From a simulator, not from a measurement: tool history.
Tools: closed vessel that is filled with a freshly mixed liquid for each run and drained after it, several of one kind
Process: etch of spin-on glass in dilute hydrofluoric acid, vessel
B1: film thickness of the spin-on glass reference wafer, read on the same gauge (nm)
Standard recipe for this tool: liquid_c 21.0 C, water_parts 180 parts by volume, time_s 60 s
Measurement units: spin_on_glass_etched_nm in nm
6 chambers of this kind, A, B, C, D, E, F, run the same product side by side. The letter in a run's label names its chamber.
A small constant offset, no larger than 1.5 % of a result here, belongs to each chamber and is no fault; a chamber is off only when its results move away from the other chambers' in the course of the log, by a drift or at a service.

run 1B hour=12.8 | liquid_c=21.0 water_parts=180 time_s=60 | B1=40.017 | spin_on_glass_etched_nm=8.1198
run 2A hour=20.6 | liquid_c=21.0 water_parts=180 time_s=60 | B1=39.980 | spin_on_glass_etched_nm=8.2107
-- hour=21.2 chamber C: hydrofluoric acid flow meter replaced
run 3C hour=27.5 | liquid_c=21.0 water_parts=180 time_s=60 | B1=40.031 | spin_on_glass_etched_nm=8.1324
run 4F hour=33.7 | liquid_c=21.0 water_parts=180 time_s=60 | B1=40.001 | spin_on_glass_etched_nm=8.2551
run 5E hour=45.2 | liquid_c=21.0 water_parts=180 time_s=60 | B1=40.011 | spin_on_glass_etched_nm=8.0969
-- hour=48.0 chamber F: hydrofluoric acid flow meter replaced
run 6D hour=54.7 | liquid_c=21.0 water_parts=180 time_s=60 | B1=40.016 | spin_on_glass_etched_nm=8.1630
run 7C hour=62.5 | liquid_c=17.5 water_parts=215 time_s=60 | B1=39.999 | spin_on_glass_etched_nm=5.7650
run 8B hour=71.7 | liquid_c=17.5 water_parts=215 time_s=60 | B1=39.977 | spin_on_glass_etched_nm=5.7756
run 9A hour=78.1 | liquid_c=17.5 water_parts=215 time_s=60 | B1=39.998 | spin_on_glass_etched_nm=5.8734
run 10E hour=84.5 | liquid_c=17.5 water_parts=215 time_s=60 | B1=40.001 | spin_on_glass_etched_nm=5.6680
run 11D hour=94.3 | liquid_c=17.5 water_parts=215 time_s=60 | B1=40.032 | spin_on_glass_etched_nm=5.7659
run 12F hour=103.9 | liquid_c=17.5 water_parts=215 time_s=60 | B1=40.014 | spin_on_glass_etched_nm=5.7522
run 13B hour=115.9 | liquid_c=24.0 water_parts=180 time_s=30 | B1=39.979 | spin_on_glass_etched_nm=4.5713
run 14F hour=126.0 | liquid_c=24.0 water_parts=180 time_s=30 | B1=39.973 | spin_on_glass_etched_nm=4.5821
run 15A hour=136.3 | liquid_c=24.0 water_parts=180 time_s=30 | B1=40.007 | spin_on_glass_etched_nm=4.5822
run 16E hour=148.6 | liquid_c=24.0 water_parts=180 time_s=30 | B1=40.014 | spin_on_glass_etched_nm=4.5543
run 17D hour=156.9 | liquid_c=24.0 water_parts=180 time_s=30 | B1=40.003 | spin_on_glass_etched_nm=4.5563
-- hour=163.8 chamber F: thermometer replaced
run 18C hour=164.9 | liquid_c=24.0 water_parts=180 time_s=30 | B1=40.013 | spin_on_glass_etched_nm=4.6386
run 19C hour=172.3 | liquid_c=21.0 water_parts=180 time_s=85 | B1=40.012 | spin_on_glass_etched_nm=11.7110
run 20A hour=184.7 | liquid_c=21.0 water_parts=180 time_s=85 | B1=40.007 | spin_on_glass_etched_nm=11.6080
run 21F hour=193.7 | liquid_c=21.0 water_parts=180 time_s=85 | B1=40.018 | spin_on_glass_etched_nm=11.5070
run 22E hour=206.5 | liquid_c=21.0 water_parts=180 time_s=85 | B1=40.010 | spin_on_glass_etched_nm=11.5330
run 23D hour=212.6 | liquid_c=21.0 water_parts=180 time_s=85 | B1=39.986 | spin_on_glass_etched_nm=11.5490
run 24B hour=220.4 | liquid_c=21.0 water_parts=180 time_s=85 | B1=40.008 | spin_on_glass_etched_nm=11.5110
run 25B hour=229.2 | liquid_c=18.5 water_parts=180 time_s=60 | B1=39.987 | spin_on_glass_etched_nm=7.4911
run 26D hour=236.0 | liquid_c=18.5 water_parts=180 time_s=60 | B1=40.012 | spin_on_glass_etched_nm=7.4098
run 27F hour=244.3 | liquid_c=18.5 water_parts=180 time_s=60 | B1=40.005 | spin_on_glass_etched_nm=7.4252
run 28A hour=256.8 | liquid_c=18.5 water_parts=180 time_s=60 | B1=40.008 | spin_on_glass_etched_nm=7.4973
-- hour=259.3 chamber B: hydrofluoric acid flow meter replaced
run 29E hour=267.8 | liquid_c=18.5 water_parts=180 time_s=60 | B1=40.009 | spin_on_glass_etched_nm=7.3436
run 30C hour=275.8 | liquid_c=18.5 water_parts=180 time_s=60 | B1=40.006 | spin_on_glass_etched_nm=7.7193
run 31A hour=286.5 | liquid_c=21.0 water_parts=180 time_s=60 | B1=40.024 | spin_on_glass_etched_nm=8.2150
run 32E hour=293.3 | liquid_c=21.0 water_parts=180 time_s=60 | B1=40.003 | spin_on_glass_etched_nm=8.0953
run 33D hour=303.8 | liquid_c=21.0 water_parts=180 time_s=60 | B1=39.979 | spin_on_glass_etched_nm=8.2042
run 34C hour=312.1 | liquid_c=21.0 water_parts=180 time_s=60 | B1=40.012 | spin_on_glass_etched_nm=8.6489
run 35F hour=318.1 | liquid_c=21.0 water_parts=180 time_s=60 | B1=39.999 | spin_on_glass_etched_nm=8.1843
run 36B hour=328.5 | liquid_c=21.0 water_parts=180 time_s=60 | B1=39.998 | spin_on_glass_etched_nm=8.1956
run 37B hour=334.6 | liquid_c=21.0 water_parts=180 time_s=60 | B1=40.015 | spin_on_glass_etched_nm=8.1892
run 38C hour=341.8 | liquid_c=21.0 water_parts=180 time_s=60 | B1=39.993 | spin_on_glass_etched_nm=8.6877
run 39E hour=349.6 | liquid_c=21.0 water_parts=265 time_s=60 | B1=40.009 | spin_on_glass_etched_nm=5.0739
run 40F hour=360.0 | liquid_c=21.0 water_parts=265 time_s=60 | B1=39.995 | spin_on_glass_etched_nm=5.0652
run 41A hour=372.8 | liquid_c=21.0 water_parts=265 time_s=60 | B1=40.029 | spin_on_glass_etched_nm=5.2253
run 42D hour=385.0 | liquid_c=21.0 water_parts=265 time_s=60 | B1=40.013 | spin_on_glass_etched_nm=5.1270

For the next run the whole fleet of 6 chambers uses the same settings. Give each chamber's results:
run 43A hour=394.5 | liquid_c=21.0 water_parts=180 time_s=60 | spin_on_glass_etched_nm=?
run 43B hour=394.5 | liquid_c=21.0 water_parts=180 time_s=60 | spin_on_glass_etched_nm=?
run 43C hour=394.5 | liquid_c=21.0 water_parts=180 time_s=60 | spin_on_glass_etched_nm=?
run 43D hour=394.5 | liquid_c=21.0 water_parts=180 time_s=60 | spin_on_glass_etched_nm=?
run 43E hour=394.5 | liquid_c=21.0 water_parts=180 time_s=60 | spin_on_glass_etched_nm=?
run 43F hour=394.5 | liquid_c=21.0 water_parts=180 time_s=60 | spin_on_glass_etched_nm=?

run=43A spin_on_glass_etched_nm=8.2024
run=43B spin_on_glass_etched_nm=8.1228
run=43C spin_on_glass_etched_nm=8.7426
run=43D spin_on_glass_etched_nm=8.1375
run=43E spin_on_glass_etched_nm=8.1452
run=43F spin_on_glass_etched_nm=8.1595
